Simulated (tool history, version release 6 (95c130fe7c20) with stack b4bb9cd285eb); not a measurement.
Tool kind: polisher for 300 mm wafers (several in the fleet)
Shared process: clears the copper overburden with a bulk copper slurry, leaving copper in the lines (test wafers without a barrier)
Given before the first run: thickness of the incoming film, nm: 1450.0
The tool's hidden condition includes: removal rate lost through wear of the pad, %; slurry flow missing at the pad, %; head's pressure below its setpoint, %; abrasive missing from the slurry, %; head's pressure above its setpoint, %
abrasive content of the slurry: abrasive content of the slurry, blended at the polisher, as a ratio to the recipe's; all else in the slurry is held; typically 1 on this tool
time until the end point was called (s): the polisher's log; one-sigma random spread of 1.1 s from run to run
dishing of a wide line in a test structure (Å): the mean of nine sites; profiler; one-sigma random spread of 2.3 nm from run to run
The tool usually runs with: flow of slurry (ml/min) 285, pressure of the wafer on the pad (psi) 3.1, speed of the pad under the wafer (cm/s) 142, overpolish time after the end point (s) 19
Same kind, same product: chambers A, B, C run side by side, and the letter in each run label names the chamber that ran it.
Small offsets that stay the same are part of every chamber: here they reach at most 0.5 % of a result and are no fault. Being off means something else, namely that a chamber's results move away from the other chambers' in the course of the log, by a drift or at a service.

| run | hour | flow of slurry (ml/min) | pressure of the wafer on the pad (psi) | speed of the pad under the wafer (cm/s) | abrasive content of the slurry | overpolish time after the end point (s) | wafers polished on this pad | hours since the slurry nozzle was cleaned | hours since the head pressure was calibrated | hours since the slurry blender was calibrated | time until the end point was called (s) | dishing of a wide line in a test structure (Å) |
|---|---|---|---|---|---|---|---|---|---|---|---|---|
|  | 0.3 | chamber C: worn pad replaced by a new one |
| 1A | 12.7 | 285 | 3.1 | 142 | 1 | 19 | 913 | 685.5 | 437.9 | 377.6 | 89.467 | 995.24 |
| 2B | 23.7 | 285 | 3.1 | 142 | 1 | 19 | 665 | 114.7 | 789.5 | 165.8 | 89.61 | 998.9 |
| 3C | 34.1 | 285 | 3.1 | 142 | 1 | 19 | 363 | 464 | 289.3 | 208 | 91.608 | 1039.1 |
|  | 40.8 | chamber A: worn pad replaced by a new one |
| 4C | 44.9 | 285 | 3.1 | 142 | 1 | 19 | 478 | 474.8 | 300.1 | 218.8 | 90.346 | 1019.7 |
| 5B | 55.1 | 285 | 3.1 | 142 | 1 | 19 | 1001 | 146.1 | 820.9 | 197.2 | 90.85 | 982.71 |
| 6A | 62.3 | 285 | 3.1 | 142 | 1 | 19 | 230 | 735.1 | 487.5 | 427.2 | 93.461 | 989.99 |
|  | 63.6 | chamber B: slurry blender recalibrated |
| 7C | 70.9 | 285 | 3.1 | 142 | 1 | 19 | 757 | 500.8 | 326.1 | 244.8 | 93.496 | 1031.5 |
| 8B | 81.4 | 285 | 3.1 | 142 | 1 | 19 | 1283 | 172.4 | 847.2 | 17.8 | 90.858 | 995.86 |
|  | 83.5 | chamber A: slurry blender recalibrated |
|  | 90.3 | chamber C: worn pad replaced by a new one |
| 9A | 95.3 | 285 | 3.1 | 142 | 1 | 19 | 584 | 768.1 | 520.5 | 11.8 | 90.572 | 1009.6 |
|  | 97.2 | chamber B: worn pad replaced by a new one |
|  | 105.8 | chamber C: slurry blender recalibrated |
| 10C | 106.1 | 340 | 3.1 | 142 | 1.15 | 19 | 169 | 536 | 361.3 | 0.3 | 87.734 | 1003.4 |
| 11A | 119.9 | 340 | 3.1 | 142 | 1.15 | 19 | 848 | 792.7 | 545.1 | 36.4 | 87.068 | 967.45 |
| 12B | 132 | 340 | 3.1 | 142 | 1.15 | 19 | 373 | 223 | 897.8 | 68.4 | 85.731 | 1043.9 |
| 13C | 138.9 | 285 | 3.1 | 142 | 1 | 19 | 521 | 568.8 | 394.1 | 33.1 | 90.354 | 969.17 |
|  | 144.8 | chamber A: worn pad replaced by a new one |
| 14B | 145.9 | 285 | 3.1 | 142 | 1 | 19 | 522 | 236.9 | 911.7 | 82.3 | 91.097 | 1043 |
| 15A | 154.2 | 285 | 3.1 | 142 | 1 | 19 | 101 | 827 | 579.4 | 70.7 | 91.528 | 1020 |
| 16A | 164.1 | 285 | 3.1 | 142 | 1 | 19 | 207 | 836.9 | 589.3 | 80.6 | 92.041 | 999.91 |
|  | 168.3 | chamber A: slurry nozzle cleaned |
| 17C | 173.8 | 285 | 3.1 | 142 | 1 | 29 | 894 | 603.7 | 429 | 68 | 92.407 | 1076.4 |
|  | 181.2 | chamber C: worn pad replaced by a new one |
| 18B | 183 | 285 | 3.1 | 142 | 1 | 29 | 920 | 274 | 948.8 | 119.4 | 90.76 | 1112.1 |
| 19B | 196.4 | 285 | 3.1 | 142 | 1 | 29 | 1063 | 287.4 | 962.2 | 132.8 | 91.93 | 1096.2 |
| 20A | 209.9 | 285 | 3.1 | 142 | 1 | 19 | 698 | 41.7 | 635.1 | 126.4 | 89.44 | 977.21 |
| 21C | 219.8 | 285 | 3.1 | 142 | 1 | 30 | 414 | 649.7 | 475 | 114 | 91.75 | 1097.2 |
|  | 219.9 | chamber B: slurry blender recalibrated |
|  | 224.7 | chamber B: worn pad replaced by a new one |
| 22A | 228.9 | 285 | 3.1 | 142 | 1 | 30 | 901 | 60.7 | 654.1 | 145.4 | 91.252 | 1089.1 |
| 23C | 239.8 | 285 | 3.1 | 142 | 1 | 30 | 628 | 669.7 | 495 | 134 | 89.354 | 1116.6 |
| 24B | 246.4 | 335 | 3.1 | 142 | 1 | 19 | 232 | 337.4 | 1012.2 | 26.5 | 91.595 | 999.06 |
| 25B | 258.3 | 335 | 3.1 | 142 | 1 | 19 | 360 | 349.3 | 1024.1 | 38.4 | 89.834 | 1018.5 |
|  | 258.7 | chamber C: worn pad replaced by a new one |
| 26C | 265.4 | 335 | 3.1 | 142 | 1 | 19 | 72 | 695.3 | 520.6 | 159.6 | 89.575 | 1023.7 |
|  | 265.9 | chamber A: worn pad replaced by a new one |
| 27A | 276.7 | 285 | 3.1 | 142 | 1 | 19 | 115 | 108.5 | 701.9 | 193.2 | 91.764 | 1001.6 |
| 28B | 285.9 | 285 | 3.1 | 142 | 1 | 19 | 655 | 376.9 | 1051.7 | 66 | 90.538 | 983.28 |
|  | 288.5 | chamber A: head pressure recalibrated |
| 29C | 299.5 | 285 | 3.1 | 142 | 1 | 19 | 438 | 729.4 | 554.7 | 193.7 | 88.703 | 988.37 |
|  | 302 | chamber C: slurry nozzle cleaned |
| 30A | 309.9 | 285 | 3.1 | 142 | 1 | 19 | 471 | 141.7 | 21.5 | 226.4 | 90.18 | 1013.6 |
| 31B | 317.2 | 285 | 3.1 | 142 | 1 | 19 | 991 | 408.2 | 1083 | 97.3 | 92.029 | 1013.2 |
|  | 324.4 | chamber B: head pressure recalibrated |
| 32A | 330.4 | 285 | 3.1 | 142 | 1 | 19 | 691 | 162.2 | 42 | 246.9 | 90.677 | 1002.8 |
|  | 331.7 | chamber C: worn pad replaced by a new one |
| 33C | 341.5 | 285 | 3.1 | 142 | 1 | 19 | 105 | 39.5 | 596.7 | 235.7 | 91.364 | 1018.5 |
| 34A | 354.5 | 285 | 3.1 | 142 | 1 | 19 | 949 | 186.3 | 66.1 | 271 | 89.56 | 991.34 |
| 35B | 361 | 285 | 3.1 | 142 | 1 | 19 | 1460 | 452 | 36.7 | 141.1 | 92.017 | 986.6 |
|  | 364 | chamber B: worn pad replaced by a new one |
| 36C | 375 | 285 | 3.1 | 142 | 1 | 19 | 464 | 73 | 630.2 | 269.2 | 91.294 | 1001.7 |
|  | 379.9 | chamber A: worn pad replaced by a new one |
|  | 385.9 | chamber C: slurry blender recalibrated |
| 37B | 388 | 285 | 3.1 | 142 | 1 | 19 | 258 | 479 | 63.7 | 168.1 | 90.845 | 1025.5 |
| 38A | 398.5 | 285 | 3.1 | 142 | 1 | 19 | 199 | 230.3 | 110.1 | 315 | 92.732 | 983.9 |
| 39C | 412.3 | 285 | 3.1 | 142 | 1.1 | 19 | 864 | 110.3 | 667.5 | 26.4 | 90.224 | 1048.7 |
|  | 421 | chamber B: slurry blender recalibrated |
| 40B | 421.4 | 285 | 3.1 | 142 | 1.1 | 19 | 616 | 512.4 | 97.1 | 0.5 | 88.948 | 993.45 |

Read the log: is a single chamber off, either drifting away or since a service, is the gauge that measures every chamber drifting, or is nothing wrong beyond small per-chamber offsets? Name any odd chamber and what most likely caused it.

Neither any chamber nor the gauge drifts; the chambers differ only by their own small, steady offsets.
